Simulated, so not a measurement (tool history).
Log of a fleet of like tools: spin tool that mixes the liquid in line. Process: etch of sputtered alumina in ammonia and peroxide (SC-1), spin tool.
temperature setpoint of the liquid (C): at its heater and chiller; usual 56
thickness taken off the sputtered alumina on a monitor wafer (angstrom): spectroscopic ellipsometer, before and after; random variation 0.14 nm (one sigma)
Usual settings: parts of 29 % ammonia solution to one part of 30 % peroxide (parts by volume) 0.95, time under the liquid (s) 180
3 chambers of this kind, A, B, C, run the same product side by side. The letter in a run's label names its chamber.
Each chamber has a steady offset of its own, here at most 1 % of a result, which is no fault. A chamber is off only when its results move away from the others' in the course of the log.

run	hour	temperature setpoint of the liquid (C)	parts of 29 % ammonia solution to one part of 30 % peroxide (parts by volume)	time under the liquid (s)	read-back film thickness of the sputtered alumina reference wafer, read on the same gauge (nm)	thickness taken off the sputtered alumina on a monitor wafer (angstrom)
1B	7	56	0.95	180	130.01	175.25
2A	18.2	56	0.95	180	130	170.21
3C	23.8	56	0.95	180	130.01	173.89
4A	34.1	56	0.95	180	130.02	168.66
5B	45.3	56	0.95	180	130.01	176.72
6C	50.9	56	0.95	180	129.99	171.52
7A	61.7	56	0.95	180	130.01	170.5
8B	67.3	56	0.95	180	129.99	173.72
9C	74.6	56	0.95	180	130	174.34
10C	85.7	56	0.95	180	130	172.43
11A	91.1	56	0.95	180	130	170.35
12B	96.8	56	0.95	180	129.98	174.93
13A	102.9	56	0.95	100	129.99	95.517
14B	107.8	56	0.95	100	130.01	96.732
15C	114.5	56	0.95	100	130	94.695
16C	121	56	0.95	180	129.98	172.3
# hour 122.3: chamber A: thermometer replaced
17A	126.9	56	0.95	180	130.01	174.23
18B	135.5	56	0.95	180	129.99	176.46
19A	144.8	56	0.95	180	130	173.82
20B	151.9	56	0.95	180	129.99	175.51
21C	159.1	56	0.95	230	130	220.48
22A	167.8	56	0.95	230	129.98	217.7
23C	176	56	0.95	230	130	218.93
# hour 180.9: chamber C: new drum of ammonia solution connected
24B	186.1	56	0.95	180	129.99	176.09
25A	193.4	56	0.95	180	129.99	172.02
26B	201.1	52	0.95	80	129.99	63.012
27C	207.1	52	0.95	80	130	61.427
# hour 211.5: chamber A: new drum of ammonia solution connected
28A	212.1	52	0.95	80	130	61.74

Is one chamber off against the others, does the gauge drift, or is nothing wrong? If a chamber is off, say which, and what the likeliest cause is.

No chamber stands off beyond its own small offset, and the gauge holds steady.
